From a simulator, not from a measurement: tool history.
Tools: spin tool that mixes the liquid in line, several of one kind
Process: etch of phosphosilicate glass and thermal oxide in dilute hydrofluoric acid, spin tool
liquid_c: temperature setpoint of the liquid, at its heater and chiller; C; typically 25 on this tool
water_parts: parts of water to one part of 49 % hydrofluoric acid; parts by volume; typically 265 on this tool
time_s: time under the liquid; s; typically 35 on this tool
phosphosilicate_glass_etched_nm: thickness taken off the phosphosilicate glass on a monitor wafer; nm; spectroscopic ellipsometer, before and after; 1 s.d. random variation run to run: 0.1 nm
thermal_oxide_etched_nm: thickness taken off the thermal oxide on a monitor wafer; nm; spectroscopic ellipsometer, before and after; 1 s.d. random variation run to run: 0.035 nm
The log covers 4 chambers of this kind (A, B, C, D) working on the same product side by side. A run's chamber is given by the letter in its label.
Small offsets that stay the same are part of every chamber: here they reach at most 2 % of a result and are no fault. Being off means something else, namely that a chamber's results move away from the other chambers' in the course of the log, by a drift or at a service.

run,hour,liquid_c,water_parts,time_s,"read-back film thickness of the phosphosilicate glass reference wafer, read on the same gauge (nm)","read-back film thickness of the thermal oxide reference wafer, read on the same gauge (nm)",phosphosilicate_glass_etched_nm,thermal_oxide_etched_nm
1B,7.1,25,265,35,130.01,89.981,11.809,0.55311
2D,11.8,25,265,35,129.99,90.018,11.795,0.52384
# hour 12.6: chamber C: thermometer replaced
3C,16.2,25,265,35,129.98,90.053,11.776,0.5015
4A,22.9,25,265,35,129.97,89.967,11.703,0.55624
5D,27.3,25,265,35,130.02,90.016,11.788,0.51322
6C,31.4,25,265,35,130.01,90.033,11.744,0.56689
7A,35.4,25,265,35,130.01,89.955,11.745,0.52642
8B,38.7,25,265,35,130.01,90.008,11.704,0.56925
9D,44.4,25,265,45,129.98,90.016,15.257,0.68527
10B,48,25,265,45,130.03,89.98,15.261,0.65762
11A,53.9,25,265,45,130.01,89.987,14.778,0.62427
12C,57.8,25,265,45,129.97,89.968,15.072,0.66749
13D,64.6,25,265,35,129.98,90.008,11.789,0.49944
14A,70.1,25,265,35,130.01,90.002,11.55,0.55057
15C,73.8,25,265,50,130.04,89.983,16.677,0.71141
16B,79.8,25,265,50,129.99,90.028,16.887,0.75629
17B,85.8,25,265,50,129.99,90.01,16.892,0.80253
18D,92.2,25,265,50,129.99,90.012,17.016,0.7526
19A,97.7,25,265,35,130.04,89.983,11.217,0.56927
20C,103.3,25,265,35,130.04,89.989,11.944,0.50089
21D,109.4,25,265,35,130.02,90,11.721,0.56772
22C,113.8,25,265,35,129.94,89.975,11.818,0.51746
23A,118.2,25,265,35,129.97,89.95,11.097,0.40811
24B,125.3,27.5,375,35,130,90.046,8.0822,0.35349

The same settings go to every chamber for the next run, one line per chamber below. Forecast the results for each:
25A,130.7,25,265,20,,,?,?
25B,130.7,25,265,20,,,?,?
25C,130.7,25,265,20,,,?,?
25D,130.7,25,265,20,,,?,?

run,phosphosilicate_glass_etched_nm,thermal_oxide_etched_nm
25A,6.2481,0.28781
25B,6.8193,0.30106
25C,6.7694,0.36009
25D,6.6952,0.33532

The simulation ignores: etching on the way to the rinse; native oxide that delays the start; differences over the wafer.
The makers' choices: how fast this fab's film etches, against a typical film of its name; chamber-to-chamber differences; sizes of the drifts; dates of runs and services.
